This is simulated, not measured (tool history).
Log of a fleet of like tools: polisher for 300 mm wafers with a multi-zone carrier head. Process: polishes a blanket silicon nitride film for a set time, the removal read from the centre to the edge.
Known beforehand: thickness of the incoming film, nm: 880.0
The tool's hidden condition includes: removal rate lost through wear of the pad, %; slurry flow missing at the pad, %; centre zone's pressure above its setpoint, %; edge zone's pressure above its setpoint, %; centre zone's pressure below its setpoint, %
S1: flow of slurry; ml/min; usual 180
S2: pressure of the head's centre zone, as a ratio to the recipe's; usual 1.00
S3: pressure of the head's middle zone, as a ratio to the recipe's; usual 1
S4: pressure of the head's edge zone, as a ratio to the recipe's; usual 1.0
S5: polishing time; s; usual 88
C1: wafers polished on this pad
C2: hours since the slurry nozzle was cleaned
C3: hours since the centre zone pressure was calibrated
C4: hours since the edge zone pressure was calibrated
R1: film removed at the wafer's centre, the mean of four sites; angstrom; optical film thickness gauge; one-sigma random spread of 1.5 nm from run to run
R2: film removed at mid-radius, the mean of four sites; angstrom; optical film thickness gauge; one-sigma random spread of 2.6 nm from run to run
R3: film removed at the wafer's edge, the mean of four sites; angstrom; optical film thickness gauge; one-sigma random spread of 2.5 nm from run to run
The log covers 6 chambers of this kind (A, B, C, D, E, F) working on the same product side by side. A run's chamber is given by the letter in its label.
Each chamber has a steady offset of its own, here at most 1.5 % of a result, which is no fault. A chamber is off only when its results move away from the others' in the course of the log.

run	hour	S1	S2	S3	S4	S5	C1	C2	C3	C4	R1	R2	R3
# hour 0.7: chamber C: worn pad replaced by a new one
# hour 8.0: chamber F: slurry nozzle cleaned
1A	9.7	180	1.00	1	1.0	88	830	627.2	187.8	429.4	1827.0	1855.2	1798.3
# hour 14.1: chamber A: edge zone pressure recalibrated
# hour 15.6: chamber A: worn pad replaced by a new one
2B	21.3	180	1.00	1	1.0	88	686	473.0	147.7	559.2	1848.6	1797.3	1794.1
3D	35.0	180	1.00	1	1.0	88	865	53.4	269.8	147.3	1822.2	1770.0	1860.7
# hour 35.4: chamber F: worn pad replaced by a new one
# hour 37.7: chamber D: worn pad replaced by a new one
4C	45.7	180	1.00	1	1.0	88	469	115.8	470.2	458.0	1829.1	1836.4	1839.0
# hour 49.9: chamber E: slurry nozzle cleaned
5E	60.0	180	1.00	1	1.0	88	899	10.2	351.8	349.0	1820.8	1802.1	1831.1
6F	66.9	225	1.00	1	1.0	88	329	59.0	858.7	187.9	1877.3	1889.7	1880.6
# hour 74.5: chamber E: worn pad replaced by a new one
7B	78.7	225	1.00	1	1.0	88	1284	530.4	205.1	616.6	1867.2	1844.2	1856.9
8E	93.3	225	1.00	1	1.0	88	196	43.5	385.1	382.3	1874.2	1865.8	1810.3
# hour 95.5: chamber A: worn pad replaced by a new one
9A	107.4	225	1.00	1	1.0	88	124	724.9	285.5	93.3	1867.1	1875.8	1836.2
10D	120.0	225	1.00	1	1.0	88	857	138.4	354.8	232.3	1858.9	1882.9	1873.4
# hour 124.8: chamber D: worn pad replaced by a new one
# hour 128.1: chamber F: worn pad replaced by a new one
# hour 130.4: chamber C: worn pad replaced by a new one
11C	131.6	225	1.00	1	1.0	88	13	201.7	556.1	543.9	1900.7	1888.6	1861.5
12F	142.7	180	1.00	1	1.0	88	152	134.8	934.5	263.7	1791.0	1818.8	1820.6
13F	151.0	180	1.00	1	1.0	88	238	143.1	942.8	272.0	1799.1	1784.1	1823.9
14A	158.2	180	1.00	1	1.0	88	653	775.7	336.3	144.1	1813.4	1821.8	1778.8
15B	165.2	180	1.00	1	1.0	88	2185	616.9	291.6	703.1	1765.1	1731.9	1769.9
# hour 165.7: chamber E: edge zone pressure recalibrated
16C	176.5	180	1.07	1	1.0	115	481	246.6	601.0	588.8	2540.5	2360.0	2394.1
# hour 182.8: chamber A: worn pad replaced by a new one
17E	184.9	180	1.07	1	1.0	115	1150	135.1	476.7	19.2	2557.5	2337.1	2365.8
# hour 191.7: chamber E: worn pad replaced by a new one
18D	192.5	180	1.07	1	1.0	115	705	210.9	427.3	304.8	2569.5	2370.1	2432.3
# hour 193.4: chamber A: centre zone pressure recalibrated
# hour 198.6: chamber D: worn pad replaced by a new one
19A	202.1	180	1.07	1	1.0	115	201	819.6	8.8	188.0	2518.9	2384.9	2373.1
# hour 203.8: chamber F: worn pad replaced by a new one
20F	209.0	180	1.07	1	1.0	115	54	201.1	1000.8	330.0	2540.0	2338.3	2307.9
21C	223.6	180	1.07	1	1.0	115	971	293.7	648.1	635.9	2608.3	2409.6	2369.3
# hour 225.4: chamber C: centre zone pressure recalibrated
22E	231.4	180	1.00	1	1.0	88	414	181.6	523.2	65.7	1820.2	1776.1	1783.5
23B	243.2	180	1.00	1	1.0	88	2998	694.9	369.6	781.1	1722.8	1713.4	1725.0
24D	254.3	180	1.00	1	1.0	88	580	272.7	489.1	366.6	1821.6	1816.0	1828.4
# hour 263.5: chamber A: worn pad replaced by a new one
25C	265.3	180	1.00	1	1.0	88	1405	335.4	40.0	677.6	1847.0	1775.3	1812.8
# hour 278.0: chamber C: worn pad replaced by a new one
26A	278.4	180	1.00	1	1.0	88	155	895.9	85.1	264.3	1817.7	1808.9	1806.3
# hour 287.9: chamber D: worn pad replaced by a new one
27D	288.3	180	1.00	1	1.0	88	4	306.7	523.1	400.6	1816.6	1806.2	1800.9
# hour 290.8: chamber E: slurry nozzle cleaned
# hour 293.0: chamber F: worn pad replaced by a new one
28E	296.4	180	1.00	1	1.0	88	1091	5.7	588.2	130.7	1800.4	1825.0	1807.8
29F	303.5	180	1.00	1	1.0	88	109	295.6	1095.3	424.5	1788.6	1780.7	1808.5
# hour 313.9: chamber F: slurry nozzle cleaned
30B	317.2	180	1.00	1	1.1	88	3768	768.9	443.6	855.1	1694.7	1689.6	1767.1
# hour 318.7: chamber E: worn pad replaced by a new one
# hour 320.8: chamber A: slurry nozzle cleaned
# hour 323.9: chamber B: edge zone pressure recalibrated
31A	325.3	180	1.00	1	1.1	88	644	4.5	132.0	311.2	1814.7	1822.1	1911.2
# hour 331.6: chamber B: centre zone pressure recalibrated
32F	338.4	180	1.00	1	1.1	88	472	24.5	1130.2	459.4	1752.6	1816.2	1865.4
33D	348.1	180	1.00	1	1.1	88	627	366.5	582.9	460.4	1830.2	1853.6	1913.7
34C	357.0	180	1.00	1	1.1	88	823	427.1	131.7	769.3	1804.2	1828.2	1936.6
# hour 357.3: chamber A: worn pad replaced by a new one
35B	368.5	180	1.00	1	1.1	88	4303	820.2	37.0	44.6	1664.8	1655.3	1767.8
# hour 369.6: chamber D: worn pad replaced by a new one
36E	381.2	180	1.00	1	1.0	88	651	90.5	673.0	215.5	1823.4	1779.9	1816.6
# hour 385.2: chamber F: worn pad replaced by a new one
37A	390.9	180	1.05	1	1.0	88	350	70.1	197.6	376.8	1908.5	1842.3	1826.3
38B	398.7	180	1.05	1	1.0	88	4617	850.4	67.2	74.8	1727.0	1674.2	1646.0
39D	409.9	180	1.05	1	1.0	88	419	428.3	644.7	522.2	1932.0	1830.3	1751.2
40F	417.5	180	1.05	1	1.0	88	336	103.6	1209.3	538.5	1888.4	1823.3	1774.4

Next, every chamber runs the same settings. What will each give?
41A	427.9	180	1.00	1	1.0	88					?	?	?
41B	427.9	180	1.00	1	1.0	88					?	?	?
41C	427.9	180	1.00	1	1.0	88					?	?	?
41D	427.9	180	1.00	1	1.0	88					?	?	?
41E	427.9	180	1.00	1	1.0	88					?	?	?
41F	427.9	180	1.00	1	1.0	88					?	?	?

run	R1	R2	R3
41A	1804.0	1800.5	1797.8
41B	1624.4	1623.1	1634.3
41C	1806.8	1786.2	1762.4
41D	1827.1	1782.5	1821.5
41E	1788.4	1775.9	1820.7
41F	1788.8	1855.5	1831.9
